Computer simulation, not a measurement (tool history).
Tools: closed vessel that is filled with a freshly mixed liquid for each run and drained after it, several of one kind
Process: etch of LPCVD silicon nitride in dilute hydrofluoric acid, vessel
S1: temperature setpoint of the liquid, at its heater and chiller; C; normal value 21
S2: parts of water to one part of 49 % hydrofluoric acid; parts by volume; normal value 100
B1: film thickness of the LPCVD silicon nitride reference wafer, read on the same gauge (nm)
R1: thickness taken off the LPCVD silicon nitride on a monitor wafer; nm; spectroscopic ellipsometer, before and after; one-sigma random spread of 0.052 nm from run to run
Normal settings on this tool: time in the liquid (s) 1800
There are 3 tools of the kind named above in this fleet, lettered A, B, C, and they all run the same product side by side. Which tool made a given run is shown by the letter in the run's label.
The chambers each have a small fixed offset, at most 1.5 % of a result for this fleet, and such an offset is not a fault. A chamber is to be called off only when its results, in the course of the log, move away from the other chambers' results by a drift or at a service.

Run 1C, hour 9.8: usual settings; B1 100.010. Result: R1 7.0129 nm.
Run 2B, hour 14.2: usual settings; B1 99.982. Result: R1 7.1459 nm.
Run 3A, hour 24.3: usual settings; B1 100.020. Result: R1 7.0696 nm.
Run 4A, hour 33.4: usual settings; B1 99.994. Result: R1 7.1866 nm.
Run 5C, hour 38.4: usual settings; B1 100.050. Result: R1 6.9577 nm.
Run 6B, hour 43.9: usual settings; B1 99.979. Result: R1 7.1229 nm.
Run 7A, hour 50.0: usual settings; B1 100.000. Result: R1 7.2132 nm.
Run 8C, hour 56.6: usual settings but S2 130 parts by volume, time in the liquid (s) 830; B1 99.972. Result: R1 2.5198 nm.
Run 9B, hour 61.7: usual settings but S2 130 parts by volume, time in the liquid (s) 830; B1 99.998. Result: R1 2.5367 nm.
Run 10A, hour 72.0: usual settings but S2 130 parts by volume, time in the liquid (s) 830; B1 99.955. Result: R1 2.5207 nm.
Run 11B, hour 81.4: usual settings; B1 100.000. Result: R1 7.1525 nm.
Run 12C, hour 90.8: usual settings; B1 99.967. Result: R1 6.9791 nm.
Run 13A, hour 100.2: usual settings; B1 99.990. Result: R1 6.9795 nm.
Run 14C, hour 109.8: usual settings; B1 99.952. Result: R1 6.9874 nm.
Run 15B, hour 117.7: usual settings; B1 99.957. Result: R1 7.0751 nm.
Run 16C, hour 124.9: usual settings; B1 99.950. Result: R1 7.0041 nm.
Run 17A, hour 132.0: usual settings; B1 99.977. Result: R1 6.6890 nm.
Run 18B, hour 140.6: usual settings; B1 99.965. Result: R1 7.2112 nm.
Run 19B, hour 150.7: usual settings; B1 99.990. Result: R1 7.1947 nm.
Run 20A, hour 158.0: usual settings; B1 100.040. Result: R1 6.5133 nm.
Run 21C, hour 167.6: usual settings; B1 99.956. Result: R1 6.9076 nm.

What goes on in this fleet: one chamber off, a drifting gauge, or nothing beyond the chambers' own small offsets? Name the chamber and the cause, if any.

Chamber A drifts away from the others.
Most likely cause: liquid colder than its thermometer reads (K) = 1.61.
From this log alone, it may not be told apart from: hydrofluoric acid flow below the setpoint (%).

Here are 4 candidates for chamber A's next run, each the usual settings with a change, their results left as question marks. Which one brings its results back in line with what the others give on the usual settings?
A result is in line if it is within this distance of the other chambers' mean on the usual settings: R1 0.1800 nm
Run 22A-1, hour 175.0: usual settings but time in the liquid (s) 1750. Result: R1 ?.
Run 22A-2, hour 175.0: usual settings but S2 105 parts by volume, time in the liquid (s) 1710. Result: R1 ?.
Run 22A-3, hour 175.0: usual settings but time in the liquid (s) 1850. Result: R1 ?.
Run 22A-4, hour 175.0: usual settings but S2 95 parts by volume, time in the liquid (s) 1890. Result: R1 ?.

Average result of the remaining chambers running the usual settings: R1 7.0438 nm
  run      R1
22A-1  6.2015
22A-2  5.7784
22A-3  6.5558
22A-4  7.0409
It is 22A-4 that realigns the chamber with its peers.

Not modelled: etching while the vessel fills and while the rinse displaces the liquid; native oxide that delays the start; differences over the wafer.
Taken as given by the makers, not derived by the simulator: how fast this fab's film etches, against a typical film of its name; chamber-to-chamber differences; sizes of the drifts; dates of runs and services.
